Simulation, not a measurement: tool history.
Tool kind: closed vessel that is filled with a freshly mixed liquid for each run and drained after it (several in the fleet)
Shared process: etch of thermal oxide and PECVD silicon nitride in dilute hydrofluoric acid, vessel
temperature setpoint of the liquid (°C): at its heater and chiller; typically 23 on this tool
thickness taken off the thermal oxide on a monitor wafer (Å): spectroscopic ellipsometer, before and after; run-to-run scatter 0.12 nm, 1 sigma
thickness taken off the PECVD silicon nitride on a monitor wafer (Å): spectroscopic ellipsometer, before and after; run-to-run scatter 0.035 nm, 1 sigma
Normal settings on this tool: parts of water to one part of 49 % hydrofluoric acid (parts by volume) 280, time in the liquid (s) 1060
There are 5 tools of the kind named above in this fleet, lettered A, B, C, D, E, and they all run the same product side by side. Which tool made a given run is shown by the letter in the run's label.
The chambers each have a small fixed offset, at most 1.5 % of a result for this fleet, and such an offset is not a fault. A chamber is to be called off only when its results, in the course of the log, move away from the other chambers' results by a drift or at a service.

| run | day | temperature setpoint of the liquid (°C) | parts of water to one part of 49 % hydrofluoric acid (parts by volume) | time in the liquid (s) | hours since the thermometer was replaced | hours since the hydrofluoric acid flow meter was replaced | read-back film thickness of the thermal oxide reference wafer, read on the same gauge (nm) | read-back film thickness of the PECVD silicon nitride reference wafer, read on the same gauge (nm) | thickness taken off the thermal oxide on a monitor wafer (Å) | thickness taken off the PECVD silicon nitride on a monitor wafer (Å) |
|---|---|---|---|---|---|---|---|---|---|---|
|  | 0.183 | chamber D: thermometer replaced |
| 1D | 0.342 | 23 | 280 | 1060 | 3.8 | 1629.1 | 109.99 | 120 | 139.95 | 72.201 |
| 2E | 0.742 | 23 | 280 | 1060 | 705.9 | 1114.4 | 110 | 119.99 | 139.65 | 73.758 |
| 3C | 1.171 | 23 | 280 | 1060 | 2416.4 | 98.7 | 110 | 120 | 139.3 | 74.442 |
| 4A | 1.712 | 23 | 280 | 1060 | 785.4 | 960.7 | 109.99 | 120.01 | 139.17 | 73.05 |
| 5B | 2.217 | 23 | 185 | 1630 | 1692.6 | 391.1 | 110 | 119.98 | 360.12 | 165.94 |
| 6E | 2.492 | 23 | 185 | 1630 | 747.9 | 1156.4 | 110.03 | 120.03 | 354.31 | 170.31 |
| 7B | 2.962 | 23 | 185 | 1630 | 1710.5 | 409 | 109.99 | 120.02 | 365.67 | 168.02 |
|  | 3.008 | chamber C: thermometer replaced |
| 8A | 3.3 | 23 | 185 | 1630 | 823.5 | 998.8 | 109.99 | 120.05 | 359.98 | 169 |
|  | 3.667 | chamber E: hydrofluoric acid flow meter replaced |
| 9D | 3.775 | 23 | 185 | 1630 | 86.2 | 1711.5 | 110 | 120.02 | 358.75 | 168.22 |
| 10C | 4.038 | 23 | 280 | 1060 | 24.7 | 167.5 | 110.02 | 120.02 | 137.49 | 72.683 |
| 11B | 4.275 | 26 | 280 | 590 | 1742 | 440.5 | 110.01 | 120.02 | 85.699 | 48.481 |
| 12D | 4.788 | 26 | 280 | 590 | 110.5 | 1735.8 | 110.02 | 119.99 | 85.689 | 48.864 |
| 13A | 5.242 | 26 | 280 | 590 | 870.1 | 1045.4 | 109.98 | 120.02 | 86.774 | 48.542 |
| 14E | 5.542 | 26 | 280 | 590 | 821.1 | 45 | 110 | 120.02 | 86.57 | 49.482 |
| 15C | 5.788 | 26 | 280 | 590 | 66.7 | 209.5 | 110.02 | 120.01 | 86.25 | 49.098 |
| 16D | 6.083 | 19 | 280 | 1060 | 141.6 | 1766.9 | 110.01 | 120 | 120.44 | 56.056 |
| 17C | 6.496 | 19 | 280 | 1060 | 83.7 | 226.5 | 109.99 | 120.01 | 119.2 | 56.673 |
|  | 6.608 | chamber A: thermometer replaced |
| 18B | 6.733 | 19 | 280 | 1060 | 1801 | 499.5 | 109.98 | 119.99 | 121.52 | 56.77 |
| 19A | 7.204 | 19 | 280 | 1060 | 14.4 | 1092.5 | 109.96 | 119.97 | 120.69 | 55.749 |
| 20E | 7.521 | 19 | 280 | 1060 | 868.6 | 92.5 | 109.96 | 119.98 | 121.18 | 57.763 |
| 21E | 7.962 | 23 | 280 | 1060 | 879.2 | 103.1 | 110.03 | 120.04 | 141.5 | 74.454 |
| 22D | 8.208 | 23 | 280 | 1060 | 192.6 | 1817.9 | 109.97 | 120.01 | 136.54 | 72.843 |
| 23B | 8.617 | 23 | 280 | 1060 | 1846.2 | 544.7 | 110 | 120.05 | 141.29 | 73.072 |
| 24C | 9.079 | 23 | 280 | 1060 | 145.7 | 288.5 | 110.01 | 119.97 | 138.23 | 73.596 |
| 25A | 9.375 | 28 | 280 | 810 | 66.5 | 1144.6 | 110.02 | 120.04 | 124.86 | 74.926 |
| 26A | 9.629 | 28 | 280 | 810 | 72.6 | 1150.7 | 110 | 120.02 | 126.05 | 75.535 |
| 27B | 10.046 | 28 | 280 | 810 | 1880.5 | 579 | 109.99 | 119.97 | 129.29 | 75.242 |
| 28D | 10.496 | 28 | 280 | 810 | 247.5 | 1872.8 | 110.01 | 119.99 | 126.48 | 75.851 |
| 29E | 10.762 | 28 | 280 | 810 | 946.4 | 170.3 | 110.01 | 120 | 126.49 | 77.355 |
| 30C | 11.25 | 23 | 280 | 1060 | 197.8 | 340.6 | 110.03 | 119.96 | 139.89 | 73.205 |
| 31D | 11.704 | 23 | 280 | 1060 | 276.5 | 1901.8 | 110.03 | 119.97 | 137.84 | 72.563 |
|  | 11.954 | chamber E: thermometer replaced |
| 32E | 12 | 23 | 280 | 1060 | 1.2 | 200 | 110.02 | 120.03 | 140.08 | 73.167 |
| 33A | 12.504 | 23 | 280 | 1060 | 141.6 | 1219.7 | 110.02 | 120.02 | 140.04 | 73.016 |
|  | 12.646 | chamber A: hydrofluoric acid flow meter replaced |
| 34B | 12.829 | 23 | 280 | 1060 | 1947.3 | 645.8 | 110.02 | 119.99 | 141.26 | 72.439 |
| 35C | 13.204 | 23 | 280 | 1060 | 244.7 | 387.5 | 109.99 | 119.99 | 140.39 | 73.628 |
|  | 13.367 | chamber B: hydrofluoric acid flow meter replaced |
| 36A | 13.621 | 25 | 280 | 1060 | 168.4 | 23.4 | 110.04 | 119.98 | 149.17 | 81.932 |
| 37D | 14.088 | 25 | 280 | 1060 | 333.7 | 1959 | 110.03 | 119.99 | 148.57 | 82.329 |
| 38E | 14.342 | 25 | 280 | 1060 | 57.4 | 256.2 | 110.01 | 119.99 | 150.38 | 83.072 |
| 39C | 14.629 | 25 | 280 | 1060 | 278.9 | 421.7 | 109.99 | 119.99 | 149.38 | 83.917 |
| 40B | 15.042 | 25 | 280 | 1060 | 2000.4 | 40.2 | 110.03 | 120.02 | 149.6 | 82.103 |

For the next run the whole fleet of 5 chambers uses the same settings. Give each chamber's results:
| 41A | 15.433 | 23 | 280 | 1060 |  |  |  |  | ? | ? |
| 41B | 15.433 | 23 | 280 | 1060 |  |  |  |  | ? | ? |
| 41C | 15.433 | 23 | 280 | 1060 |  |  |  |  | ? | ? |
| 41D | 15.433 | 23 | 280 | 1060 |  |  |  |  | ? | ? |
| 41E | 15.433 | 23 | 280 | 1060 |  |  |  |  | ? | ? |

| run | thickness taken off the thermal oxide on a monitor wafer (Å) | thickness taken off the PECVD silicon nitride on a monitor wafer (Å) |
|---|---|---|
| 41A | 140.93 | 72.453 |
| 41B | 140.9 | 71.885 |
| 41C | 138.9 | 73.834 |
| 41D | 140.66 | 72.762 |
| 41E | 140.2 | 73.681 |
